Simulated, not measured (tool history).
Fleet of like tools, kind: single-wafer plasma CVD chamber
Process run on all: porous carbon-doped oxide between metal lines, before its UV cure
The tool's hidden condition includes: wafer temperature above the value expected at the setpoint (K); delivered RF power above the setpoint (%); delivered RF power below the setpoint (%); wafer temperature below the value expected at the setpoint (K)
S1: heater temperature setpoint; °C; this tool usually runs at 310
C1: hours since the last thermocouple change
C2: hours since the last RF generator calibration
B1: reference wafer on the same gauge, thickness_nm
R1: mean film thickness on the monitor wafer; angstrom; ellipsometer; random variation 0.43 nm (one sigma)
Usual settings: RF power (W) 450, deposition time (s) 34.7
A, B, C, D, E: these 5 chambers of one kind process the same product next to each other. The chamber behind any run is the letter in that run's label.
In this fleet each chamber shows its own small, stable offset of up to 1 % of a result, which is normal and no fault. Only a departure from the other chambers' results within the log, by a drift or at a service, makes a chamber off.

run 1C hour=10.1 | S1=310 RF_power_(W)=450 deposition_time_(s)=34.7 | C1=180.3 C2=1328.1 | B1=148.13 | R1=1632
run 2D hour=20.2 | S1=310 RF_power_(W)=450 deposition_time_(s)=34.7 | C1=206.3 C2=93.4 | B1=147.93 | R1=1649.3
run 3E hour=33.6 | S1=310 RF_power_(W)=450 deposition_time_(s)=34.7 | C1=1472.4 C2=964.2 | B1=148.03 | R1=1641.2
run 4A hour=44.8 | S1=310 RF_power_(W)=450 deposition_time_(s)=34.7 | C1=2665.1 C2=630.5 | B1=147.9 | R1=1645.6
run 5B hour=53.3 | S1=310 RF_power_(W)=450 deposition_time_(s)=34.7 | C1=1851.1 C2=391.1 | B1=147.97 | R1=1642.1
run 6B hour=66.5 | S1=310 RF_power_(W)=450 deposition_time_(s)=34.7 | C1=1864.3 C2=404.3 | B1=148.01 | R1=1641.9
run 7A hour=73.1 | S1=310 RF_power_(W)=450 deposition_time_(s)=34.7 | C1=2693.4 C2=658.8 | B1=148.02 | R1=1645.2
run 8D hour=83.8 | S1=310 RF_power_(W)=505 deposition_time_(s)=40.7 | C1=269.9 C2=157 | B1=148.02 | R1=2094.7
run 9C hour=95.3 | S1=310 RF_power_(W)=505 deposition_time_(s)=40.7 | C1=265.5 C2=1413.3 | B1=147.88 | R1=2063.5
run 10E hour=102.9 | S1=310 RF_power_(W)=505 deposition_time_(s)=40.7 | C1=1541.7 C2=1033.5 | B1=147.85 | R1=2081.5
run 11C hour=115.7 | S1=310 RF_power_(W)=505 deposition_time_(s)=40.7 | C1=285.9 C2=1433.7 | B1=148.01 | R1=2068.7
run 12B hour=125.5 | S1=310 RF_power_(W)=505 deposition_time_(s)=40.7 | C1=1923.3 C2=463.3 | B1=148.1 | R1=2086.3
run 13D hour=138.6 | S1=310 RF_power_(W)=450 deposition_time_(s)=37.6 | C1=324.7 C2=211.8 | B1=147.95 | R1=1794.3
run 14E hour=147.6 | S1=310 RF_power_(W)=450 deposition_time_(s)=37.6 | C1=1586.4 C2=1078.2 | B1=147.91 | R1=1771.7
run 15A hour=159.4 | S1=310 RF_power_(W)=450 deposition_time_(s)=37.6 | C1=2779.7 C2=745.1 | B1=147.97 | R1=1777.9
-- hour=163.7 chamber B: thermocouple changed; heater temperature recalibrated
run 16B hour=170.8 | S1=310 RF_power_(W)=450 deposition_time_(s)=37.6 | C1=7.1 C2=508.6 | B1=148.05 | R1=1772.7
run 17A hour=180.1 | S1=310 RF_power_(W)=450 deposition_time_(s)=37.6 | C1=2800.4 C2=765.8 | B1=148.03 | R1=1776.2
run 18E hour=189.8 | S1=310 RF_power_(W)=450 deposition_time_(s)=34.7 | C1=1628.6 C2=1120.4 | B1=147.97 | R1=1636.6
run 19D hour=196.1 | S1=310 RF_power_(W)=450 deposition_time_(s)=34.7 | C1=382.2 C2=269.3 | B1=147.98 | R1=1646.9
-- hour=196.7 chamber E: RF generator calibrated
run 20C hour=206.6 | S1=310 RF_power_(W)=450 deposition_time_(s)=34.7 | C1=376.8 C2=1524.6 | B1=148.01 | R1=1634.6
run 21A hour=219.1 | S1=310 RF_power_(W)=450 deposition_time_(s)=34.7 | C1=2839.4 C2=804.8 | B1=147.97 | R1=1646.4
-- hour=225.6 chamber A: thermocouple changed; heater temperature recalibrated
run 22D hour=231.9 | S1=310 RF_power_(W)=450 deposition_time_(s)=34.7 | C1=418 C2=305.1 | B1=148 | R1=1651.9
run 23B hour=240.8 | S1=310 RF_power_(W)=450 deposition_time_(s)=34.7 | C1=77.1 C2=578.6 | B1=148.03 | R1=1629.8
run 24C hour=247.7 | S1=310 RF_power_(W)=450 deposition_time_(s)=34.7 | C1=417.9 C2=1565.7 | B1=148.02 | R1=1632.6
run 25E hour=260.3 | S1=310 RF_power_(W)=450 deposition_time_(s)=34.7 | C1=1699.1 C2=63.6 | B1=147.92 | R1=1642.8
run 26B hour=271.9 | S1=296 RF_power_(W)=450 deposition_time_(s)=34.7 | C1=108.2 C2=609.7 | B1=148.1 | R1=1773.3
run 27A hour=280.7 | S1=296 RF_power_(W)=450 deposition_time_(s)=34.7 | C1=55.2 C2=866.4 | B1=148.05 | R1=1734.9
run 28D hour=287.7 | S1=296 RF_power_(W)=450 deposition_time_(s)=34.7 | C1=473.8 C2=360.9 | B1=147.96 | R1=1783.8
run 29C hour=298 | S1=296 RF_power_(W)=450 deposition_time_(s)=34.7 | C1=468.2 C2=1616 | B1=148 | R1=1764.3
run 30E hour=307.6 | S1=296 RF_power_(W)=450 deposition_time_(s)=34.7 | C1=1746.4 C2=110.9 | B1=147.89 | R1=1766.2
run 31D hour=321.2 | S1=310 RF_power_(W)=450 deposition_time_(s)=34.7 | C1=507.3 C2=394.4 | B1=148.06 | R1=1652.3
run 32B hour=333.6 | S1=310 RF_power_(W)=450 deposition_time_(s)=34.7 | C1=169.9 C2=671.4 | B1=148 | R1=1641.9
run 33E hour=345.3 | S1=310 RF_power_(W)=450 deposition_time_(s)=34.7 | C1=1784.1 C2=148.6 | B1=147.95 | R1=1637.6
run 34A hour=351.9 | S1=310 RF_power_(W)=450 deposition_time_(s)=34.7 | C1=126.4 C2=937.6 | B1=147.95 | R1=1612.5
run 35C hour=362.5 | S1=310 RF_power_(W)=450 deposition_time_(s)=34.7 | C1=532.7 C2=1680.5 | B1=148.01 | R1=1635.4
run 36D hour=371.8 | S1=310 RF_power_(W)=450 deposition_time_(s)=34.7 | C1=557.9 C2=445 | B1=147.91 | R1=1657.6
run 37B hour=379.9 | S1=310 RF_power_(W)=450 deposition_time_(s)=34.7 | C1=216.2 C2=717.7 | B1=148.02 | R1=1646.1
run 38C hour=392.2 | S1=310 RF_power_(W)=450 deposition_time_(s)=34.7 | C1=562.4 C2=1710.2 | B1=147.88 | R1=1625.9
run 39E hour=404 | S1=310 RF_power_(W)=450 deposition_time_(s)=34.7 | C1=1842.8 C2=207.3 | B1=148.02 | R1=1638.4
run 40A hour=415.3 | S1=310 RF_power_(W)=450 deposition_time_(s)=34.7 | C1=189.8 C2=1001 | B1=148.01 | R1=1612.5
run 41B hour=423.8 | S1=310 RF_power_(W)=450 deposition_time_(s)=34.7 | C1=260.1 C2=761.6 | B1=148.06 | R1=1633.6
run 42E hour=436.5 | S1=310 RF_power_(W)=450 deposition_time_(s)=34.7 | C1=1875.3 C2=239.8 | B1=148.01 | R1=1642.8
run 43D hour=444.7 | S1=310 RF_power_(W)=450 deposition_time_(s)=34.7 | C1=630.8 C2=517.9 | B1=148.01 | R1=1649.1
run 44C hour=454.9 | S1=310 RF_power_(W)=450 deposition_time_(s)=34.7 | C1=625.1 C2=1772.9 | B1=148.04 | R1=1637.3

Is one chamber out of step, is the gauge drifting, or do the chambers differ by no more than their own small offsets? For an off chamber, give its letter and the likeliest cause.

Chamber A has stood off from the others ever since a service on it.
Cause: wafer temperature above the value expected at the setpoint (K) = 3.56.

Here are 4 candidates for chamber A's next run, each the usual settings with a change, their results left as question marks. Which one brings its results back in line with what the others give on the usual settings?
In line means no further than this from the other chambers' mean on the usual settings: R1 15 angstrom
run 45A-1 hour=464.8 | S1=309 RF_power_(W)=455 deposition_time_(s)=34.7 | R1=?
run 45A-2 hour=464.8 | S1=310 RF_power_(W)=470 deposition_time_(s)=34.7 | R1=?
run 45A-3 hour=464.8 | S1=310 RF_power_(W)=445 deposition_time_(s)=34.4 | R1=?
run 45A-4 hour=464.8 | S1=316 RF_power_(W)=450 deposition_time_(s)=34.7 | R1=?

Usual-settings mean across the other chambers: R1 1641.3 angstrom
run=45A-1 R1=1634.6
run=45A-2 R1=1662.1
run=45A-3 R1=1585.1
run=45A-4 R1=1563.7
45A-1 is the one that brings the chamber's results back in line with the other chambers.
